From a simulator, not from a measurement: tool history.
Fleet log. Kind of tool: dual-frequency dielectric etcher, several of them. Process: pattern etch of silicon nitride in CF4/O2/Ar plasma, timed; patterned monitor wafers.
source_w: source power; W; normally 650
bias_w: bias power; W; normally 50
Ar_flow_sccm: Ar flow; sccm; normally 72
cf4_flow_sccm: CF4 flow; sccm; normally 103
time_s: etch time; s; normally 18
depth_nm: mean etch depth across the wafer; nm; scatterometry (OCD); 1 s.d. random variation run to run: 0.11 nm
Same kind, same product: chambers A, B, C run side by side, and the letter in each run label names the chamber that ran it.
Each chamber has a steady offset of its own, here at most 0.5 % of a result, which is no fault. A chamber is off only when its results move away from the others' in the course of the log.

| run | hour | source_w | bias_w | Ar_flow_sccm | cf4_flow_sccm | time_s | read-back reference wafer on the same gauge, depth_nm | depth_nm |
|---|---|---|---|---|---|---|---|---|
| 1B | 4.0 | 650 | 50 | 72 | 103 | 18 | 52.798 | 44.722 |
| 2A | 9.8 | 650 | 50 | 72 | 103 | 18 | 52.821 | 44.857 |
| 3C | 16.1 | 650 | 50 | 72 | 103 | 18 | 52.808 | 44.677 |
| 4A | 24.1 | 650 | 50 | 72 | 103 | 18 | 52.825 | 44.971 |
| 5C | 27.9 | 650 | 50 | 72 | 103 | 16 | 52.848 | 39.597 |
| 6B | 34.6 | 650 | 50 | 72 | 103 | 16 | 52.811 | 39.774 |
|  | 39.5 | chamber C: source power generator calibrated |
| 7B | 41.3 | 650 | 50 | 72 | 103 | 16 | 52.804 | 39.570 |
| 8C | 47.8 | 650 | 50 | 72 | 103 | 18 | 52.825 | 45.970 |
| 9A | 56.0 | 780 | 60 | 72 | 103 | 18 | 52.794 | 56.203 |
| 10A | 59.9 | 780 | 60 | 72 | 103 | 18 | 52.749 | 56.199 |
| 11B | 65.6 | 780 | 60 | 72 | 103 | 18 | 52.843 | 56.088 |
| 12C | 69.5 | 650 | 50 | 72 | 103 | 18 | 52.777 | 45.844 |
| 13A | 75.8 | 650 | 50 | 72 | 103 | 18 | 52.743 | 44.771 |
| 14C | 82.6 | 650 | 50 | 72 | 103 | 18 | 52.764 | 45.940 |
|  | 86.0 | chamber C: wet clean of the chamber |
| 15B | 88.4 | 650 | 50 | 72 | 103 | 18 | 52.800 | 44.838 |
| 16A | 95.9 | 650 | 50 | 72 | 103 | 18 | 52.814 | 44.869 |
| 17C | 102.1 | 650 | 50 | 72 | 103 | 18 | 52.793 | 45.990 |
| 18B | 109.0 | 650 | 50 | 72 | 103 | 18 | 52.799 | 44.716 |
| 19A | 116.8 | 650 | 50 | 72 | 103 | 18 | 52.781 | 44.772 |
| 20C | 122.7 | 650 | 50 | 72 | 103 | 18 | 52.791 | 45.776 |
|  | 129.6 | chamber B: wet clean of the chamber |
| 21B | 130.0 | 650 | 50 | 72 | 103 | 18 | 52.800 | 44.749 |

Predict what each chamber gives when all 3 of them run the settings below next.
| 22A | 136.1 | 650 | 50 | 80 | 103 | 18 |  | ? |
| 22B | 136.1 | 650 | 50 | 80 | 103 | 18 |  | ? |
| 22C | 136.1 | 650 | 50 | 80 | 103 | 18 |  | ? |

| run | depth_nm |
|---|---|
| 22A | 44.434 |
| 22B | 44.038 |
| 22C | 45.298 |
